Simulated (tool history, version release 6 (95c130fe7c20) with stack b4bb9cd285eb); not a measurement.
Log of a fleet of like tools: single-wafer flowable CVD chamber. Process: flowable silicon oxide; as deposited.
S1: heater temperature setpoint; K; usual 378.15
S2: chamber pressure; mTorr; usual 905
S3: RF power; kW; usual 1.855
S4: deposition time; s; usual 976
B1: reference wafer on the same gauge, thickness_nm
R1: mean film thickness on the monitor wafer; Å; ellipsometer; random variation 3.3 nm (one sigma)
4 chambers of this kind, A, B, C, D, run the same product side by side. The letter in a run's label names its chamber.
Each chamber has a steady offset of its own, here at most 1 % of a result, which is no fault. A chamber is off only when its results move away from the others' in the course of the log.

run   hour      S1   S2     S3   S4      B1      R1
 1C    4.9  378.15  905  1.855  976  501.15  5748.5
 2B   11.7  378.15  905  1.855  976  500.07  5777.6
 3D   15.3  378.15  905  1.855  976  499.81  5803.2
 4A   21.9  378.15  905  1.855  976  499.71  5747.6
 5B   26.8  378.15  905  1.855  976  500.89  5757.8
 6D   31.5  378.15  905  1.855  976  499.62  5862.6
 7A   34.8  378.15  905  1.855  976  500.35  5777.3
 8C   38.9  378.15  905  1.855  976  499.86    5758
 9C   42.1  378.15  905  1.855  976  500.07  5768.4
10B   45.7  378.15  905  1.855  976  499.75  5790.3
11A   50.9  378.15  905  1.855  976  499.61  5688.1
12D   56.4  378.15  905  1.855  976  500.56  5825.5
13B   60.9  378.15  905  1.855  976  499.93  5664.6
14D   66.1  378.15  905  1.855  976  499.92  5788.9
15A   69.7  378.15  905  1.855  976  500.08  5755.5
      73.2  -- chamber B: thermocouple changed; heater temperature recalibrated
16C   76.2  378.15  905  1.855  976  500.18  5756.5
17D     82  378.15  905  1.855  976  500.02  5808.6
18B   86.2  378.15  905  1.855  976  500.05  5766.3
19A   91.6  363.15  905  1.855  976  500.96  9491.8
20C   98.5  363.15  905  1.855  976  500.27    9411
21C  102.1  363.15  905  1.855  976  500.59  9395.7
22D  107.6  363.15  905  1.855  976   499.9    9509
23B  113.5  378.15  905  1.855  976  499.57  5773.5
24A    117  378.15  905  1.855  976  499.88  5746.3
25A  121.1  378.15  905  1.855  976   500.2  5797.9
26D    125  378.15  905  1.855  976  500.05  5770.8
27C  130.6  378.15  905  1.585  976  499.56  5303.7
28B  137.5  378.15  905  1.585  976   499.7  5464.9
29A  143.3  378.15  905  1.585  976  499.15  5496.9
30C  149.9  378.15  905  1.585  976  500.65  5276.7
31D  153.2  378.15  905  1.855  976  499.68  5750.1
32B    160  378.15  905  1.855  976  499.14  5752.1
33D  163.4  378.15  905  1.855  976  499.83  5796.8
34C  167.2  378.15  905  1.855  976  499.35  5412.7
35A  173.5  378.15  905  2.115  976  499.69  5950.5
36B  179.5  378.15  905  2.115  976  499.68  5929.4
37C  184.3  378.15  905  2.115  976  500.68  5562.3

Next, every chamber runs the same settings. What will each give?
38A  189.2  378.15  1028  1.855  976       ?
38B  189.2  378.15  1028  1.855  976       ?
38C  189.2  378.15  1028  1.855  976       ?
38D  189.2  378.15  1028  1.855  976       ?

run      R1
38A  6744.1
38B  6678.2
38C  6377.8
38D  6773.2
